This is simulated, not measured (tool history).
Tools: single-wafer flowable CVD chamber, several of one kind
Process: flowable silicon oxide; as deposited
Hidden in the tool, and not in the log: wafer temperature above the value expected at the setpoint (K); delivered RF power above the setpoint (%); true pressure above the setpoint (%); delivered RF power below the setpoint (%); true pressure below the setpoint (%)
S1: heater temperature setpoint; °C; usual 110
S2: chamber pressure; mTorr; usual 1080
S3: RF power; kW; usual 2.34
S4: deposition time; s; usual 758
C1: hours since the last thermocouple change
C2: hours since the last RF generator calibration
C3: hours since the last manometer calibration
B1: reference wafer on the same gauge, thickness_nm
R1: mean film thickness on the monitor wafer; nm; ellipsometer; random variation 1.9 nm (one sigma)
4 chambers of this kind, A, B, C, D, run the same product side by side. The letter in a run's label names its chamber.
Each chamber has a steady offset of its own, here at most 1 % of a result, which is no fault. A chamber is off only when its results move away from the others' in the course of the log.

Run 1A, day 0.188: usual settings; C1 1580.8; C2 196.3; C3 1747.7; B1 545.07. Result: R1 486.88 nm.
Run 2B, day 0.338: usual settings; C1 1151.2; C2 1691.2; C3 141.1; B1 544.69. Result: R1 490.1 nm.
Run 3C, day 0.521: usual settings; C1 1686.5; C2 397.7; C3 993.9; B1 545.41. Result: R1 485.77 nm.
Run 4D, day 0.662: usual settings; C1 173.1; C2 97.9; C3 1694.4; B1 544.9. Result: R1 487.07 nm.
Run 5B, day 0.771: usual settings but S2 1210 mTorr; C1 1161.6; C2 1701.6; C3 151.5; B1 544.88. Result: R1 556.03 nm.
Run 6C, day 0.917: usual settings but S2 1210 mTorr; C1 1696; C2 407.2; C3 1003.4; B1 544.4. Result: R1 559.98 nm.
Run 7A, day 1.067: usual settings but S2 1210 mTorr; C1 1601.9; C2 217.4; C3 1768.8; B1 545.02. Result: R1 549.11 nm.
Run 8D, day 1.154: usual settings but S2 1210 mTorr; C1 184.9; C2 109.7; C3 1706.2; B1 545.01. Result: R1 556.41 nm.
Run 9B, day 1.333: usual settings; C1 1175.1; C2 1715.1; C3 165; B1 545.21. Result: R1 489.27 nm.
Run 10A, day 1.475: usual settings; C1 1611.7; C2 227.2; C3 1778.6; B1 545.59. Result: R1 486.47 nm.
Run 11D, day 1.575: usual settings; C1 195; C2 119.8; C3 1716.3; B1 545.26. Result: R1 491.19 nm.
Run 12C, day 1.771: usual settings; C1 1716.5; C2 427.7; C3 1023.9; B1 545.38. Result: R1 488.44 nm.
Run 13C, day 1.929: usual settings; C1 1720.3; C2 431.5; C3 1027.7; B1 544.73. Result: R1 483.62 nm.
Run 14B, day 2.096: usual settings; C1 1193.4; C2 1733.4; C3 183.3; B1 545.06. Result: R1 490.43 nm.
Run 15A, day 2.208: usual settings but S2 1180 mTorr; C1 1629.3; C2 244.8; C3 1796.2; B1 544.78. Result: R1 535.45 nm.
Run 16D, day 2.362: usual settings but S2 1180 mTorr; C1 213.9; C2 138.7; C3 1735.2; B1 544.89. Result: R1 537.61 nm.
Run 17C, day 2.496: usual settings but S2 1180 mTorr; C1 1733.9; C2 445.1; C3 1041.3; B1 544.59. Result: R1 535.86 nm.
Run 18D, day 2.583: usual settings but S2 1180 mTorr; C1 219.2; C2 144; C3 1740.5; B1 545.19. Result: R1 541.57 nm.
Run 19B, day 2.725: usual settings; C1 1208.5; C2 1748.5; C3 198.4; B1 544.92. Result: R1 490.95 nm.
Run 20A, day 2.867: usual settings; C1 1645.1; C2 260.6; C3 1812; B1 544.51. Result: R1 482.29 nm.
Run 21A, day 3.017: usual settings; C1 1648.7; C2 264.2; C3 1815.6; B1 545.18. Result: R1 484.5 nm.
Run 22D, day 3.121: usual settings but S4 640 s; C1 232.1; C2 156.9; C3 1753.4; B1 544.76. Result: R1 413.13 nm.
Run 23B, day 3.262: usual settings but S4 640 s; C1 1221.4; C2 1761.4; C3 211.3; B1 545.27. Result: R1 414.04 nm.
Run 24C, day 3.396: usual settings but S4 640 s; C1 1755.5; C2 466.7; C3 1062.9; B1 544.93. Result: R1 405.1 nm.
Run 25B, day 3.508: usual settings but S4 640 s; C1 1227.3; C2 1767.3; C3 217.2; B1 544.37. Result: R1 416.45 nm.
Run 26A, day 3.612: usual settings; C1 1663; C2 278.5; C3 1829.9; B1 545.25. Result: R1 485.66 nm.
Run 27D, day 3.704: usual settings; C1 246.1; C2 170.9; C3 1767.4; B1 545.09. Result: R1 487.4 nm.
Run 28C, day 3.817: usual settings but S2 1190 mTorr, S3 2.605 kW; C1 1765.6; C2 476.8; C3 1073; B1 545.08. Result: R1 542.86 nm.
Run 29D, day 3.996: usual settings but S2 1190 mTorr, S3 2.605 kW; C1 253.1; C2 177.9; C3 1774.4; B1 544.31. Result: R1 556.4 nm.
Run 30A, day 4.171: usual settings but S2 1190 mTorr, S3 2.605 kW; C1 1676.4; C2 291.9; C3 1843.3; B1 544.99. Result: R1 550.29 nm.
Run 31C, day 4.312: usual settings but S2 1190 mTorr, S3 2.605 kW; C1 1777.5; C2 488.7; C3 1084.9; B1 545.23. Result: R1 537.37 nm.
Run 32B, day 4.462: usual settings; C1 1250.2; C2 1790.2; C3 240.1; B1 544.71. Result: R1 492.98 nm.
Run 33A, day 4.604: usual settings; C1 1686.8; C2 302.3; C3 1853.7; B1 545.24. Result: R1 486.26 nm.
Run 34D, day 4.8: usual settings; C1 272.4; C2 197.2; C3 1793.7; B1 544.69. Result: R1 489 nm.
Run 35C, day 4.946: usual settings; C1 1792.7; C2 503.9; C3 1100.1; B1 544.89. Result: R1 474.65 nm.
Run 36B, day 5.088: usual settings; C1 1265.2; C2 1805.2; C3 255.1; B1 544.72. Result: R1 492.14 nm.
Run 37D, day 5.279: usual settings; C1 283.9; C2 208.7; C3 1805.2; B1 544.95. Result: R1 488.26 nm.
Run 38C, day 5.425: usual settings; C1 1804.2; C2 515.4; C3 1111.6; B1 545.05. Result: R1 473.23 nm.
Run 39A, day 5.525: usual settings; C1 1708.9; C2 324.4; C3 1875.8; B1 544.86. Result: R1 482.04 nm.
Run 40B, day 5.638: usual settings; C1 1278.4; C2 1818.4; C3 268.3; B1 544.75. Result: R1 489.33 nm.
Run 41C, day 5.8: usual settings; C1 1813.2; C2 524.4; C3 1120.6; B1 544.79. Result: R1 472.98 nm.
Run 42D, day 5.912: usual settings; C1 299.1; C2 223.9; C3 1820.4; B1 544.78. Result: R1 486.24 nm.
Run 43B, day 6.092: usual settings; C1 1289.3; C2 1829.3; C3 279.2; B1 544.47. Result: R1 492.78 nm.

All 4 chambers run these settings next. Forecast each chamber's results:
Run 44A, day 6.233: usual settings but S1 117 °C. Result: R1 ?.
Run 44B, day 6.233: usual settings but S1 117 °C. Result: R1 ?.
Run 44C, day 6.233: usual settings but S1 117 °C. Result: R1 ?.
Run 44D, day 6.233: usual settings but S1 117 °C. Result: R1 ?.

run      R1
44A  391.69
44B  396.69
44C  378.85
44D  395.24
